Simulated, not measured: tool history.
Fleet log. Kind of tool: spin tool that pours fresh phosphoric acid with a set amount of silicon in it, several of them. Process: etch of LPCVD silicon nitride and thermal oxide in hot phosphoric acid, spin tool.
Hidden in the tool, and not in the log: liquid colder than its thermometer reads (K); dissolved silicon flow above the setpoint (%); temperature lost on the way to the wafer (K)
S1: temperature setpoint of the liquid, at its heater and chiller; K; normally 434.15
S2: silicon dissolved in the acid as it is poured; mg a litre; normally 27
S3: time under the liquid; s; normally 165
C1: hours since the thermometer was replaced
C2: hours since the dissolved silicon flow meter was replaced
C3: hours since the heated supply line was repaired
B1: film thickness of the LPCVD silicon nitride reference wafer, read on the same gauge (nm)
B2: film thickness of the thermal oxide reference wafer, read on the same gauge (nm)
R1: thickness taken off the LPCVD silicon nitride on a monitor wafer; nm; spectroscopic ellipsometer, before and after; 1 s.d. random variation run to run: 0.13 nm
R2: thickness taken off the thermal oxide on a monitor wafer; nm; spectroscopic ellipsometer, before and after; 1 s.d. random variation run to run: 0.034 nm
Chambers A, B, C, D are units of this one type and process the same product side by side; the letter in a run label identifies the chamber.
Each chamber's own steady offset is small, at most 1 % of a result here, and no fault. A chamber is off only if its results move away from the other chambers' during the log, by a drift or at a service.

run,hour,S1,S2,S3,C1,C2,C3,B1,B2,R1,R2
1D,4.9,434.15,27,165,406.7,306.8,1493.5,80.019,99.998,14.647,0.25591
2B,9.6,434.15,27,165,663.2,691.4,327.6,80.006,100,14.716,0.23593
3A,16.2,434.15,27,165,1693.1,575.2,1598,79.989,100,14.874,0.2571
4C,22.9,434.15,27,165,1377.8,321.5,178.2,80.008,100.01,14.845,0.25829
5A,28.5,434.15,37,165,1705.4,587.5,1610.3,80,99.997,14.9,0.13018
6D,34.1,434.15,37,165,435.9,336,1522.7,80.033,99.995,14.962,0.1583
7B,40.6,434.15,37,165,694.2,722.4,358.6,79.999,100.01,14.701,0.19964
8C,47.1,434.15,37,165,1402,345.7,202.4,80.005,99.982,14.827,0.14476
9D,53.9,434.15,27,165,455.7,355.8,1542.5,80,100.02,15.01,0.31117
10A,59.8,434.15,27,165,1736.7,618.8,1641.6,79.996,100.02,14.625,0.21261
11C,63.6,434.15,27,165,1418.5,362.2,218.9,80.003,100.02,14.71,0.27694
12B,70.9,434.15,27,165,724.5,752.7,388.9,80.008,100,14.709,0.26343
13D,76.3,434.15,27,165,478.1,378.2,1564.9,79.993,99.976,14.856,0.24328
14C,81,434.15,27,165,1435.9,379.6,236.3,79.995,99.983,14.672,0.27318
15B,88.3,434.15,27,165,741.9,770.1,406.3,79.992,99.994,14.459,0.32455
16A,93.3,434.15,27,165,1770.2,652.3,1675.1,79.99,99.981,14.982,0.26338
17C,99.4,434.15,27,165,1454.3,398,254.7,80.021,99.998,14.485,0.22954
18D,104.3,434.15,27,165,506.1,406.2,1592.9,79.989,100.02,14.681,0.24181
19A,111.8,434.15,27,165,1788.7,670.8,1693.6,80.003,99.98,14.974,0.2554
20B,116.3,434.15,27,165,769.9,798.1,434.3,79.994,99.969,14.632,0.25058
# hour 116.9: chamber A: heated supply line repaired
21B,124.3,434.15,27,165,777.9,806.1,442.3,79.992,99.99,14.43,0.19285
22C,131.2,434.15,27,165,1486.1,429.8,286.5,80.014,99.999,14.826,0.25564
23A,136.9,434.15,27,165,1813.8,695.9,20,80.013,100.02,14.835,0.31594
24D,142,434.15,27,165,543.8,443.9,1630.6,80.016,99.988,14.86,0.27106
25B,145.7,434.15,27,165,799.3,827.5,463.7,80.003,99.988,14.302,0.23479
# hour 147.4: chamber D: dissolved silicon flow meter replaced
26C,151.9,434.15,27,165,1506.8,450.5,307.2,80.027,100.01,15.07,0.26483
27A,159.1,434.15,27,165,1836,718.1,42.2,79.994,99.989,14.821,0.18119
28D,165.2,434.15,44,75,567,17.8,1653.8,80.02,100.03,6.7226,0.035612

Read the log: is a single chamber off, either drifting away or since a service, is the gauge that measures every chamber drifting, or is nothing wrong beyond small per-chamber offsets? Name any odd chamber and what most likely caused it.

One chamber, B, drifts off from the rest bit by bit.
Likeliest cause: liquid colder than its thermometer reads (K) = 1.63.
Not necessarily distinguishable in this log from: temperature lost on the way to the wafer (K).

Below are 4 candidate recipes for chamber B's next run, each the usual settings with a change, their results shown as question marks. Which of them brings B's results back in line with what the other chambers give on the usual settings?
Counts as in line when no further than this from what the other chambers average on the usual settings: R1 0.47 nm; R2 0.12 nm
29B-1,170.9,434.15,28.5,155,,,,,,?,?
29B-2,170.9,434.15,30,150,,,,,,?,?
29B-3,170.9,434.15,25.5,175,,,,,,?,?
29B-4,170.9,434.15,24,185,,,,,,?,?

Other chambers, usual settings, mean: R1 14.814 nm; R2 0.25214 nm
run,R1,R2
29B-1,13.324,0.19513
29B-2,12.894,0.17815
29B-3,15.043,0.24525
29B-4,15.903,0.27245
29B-3 is the one that brings the chamber's results back in line with the other chambers.
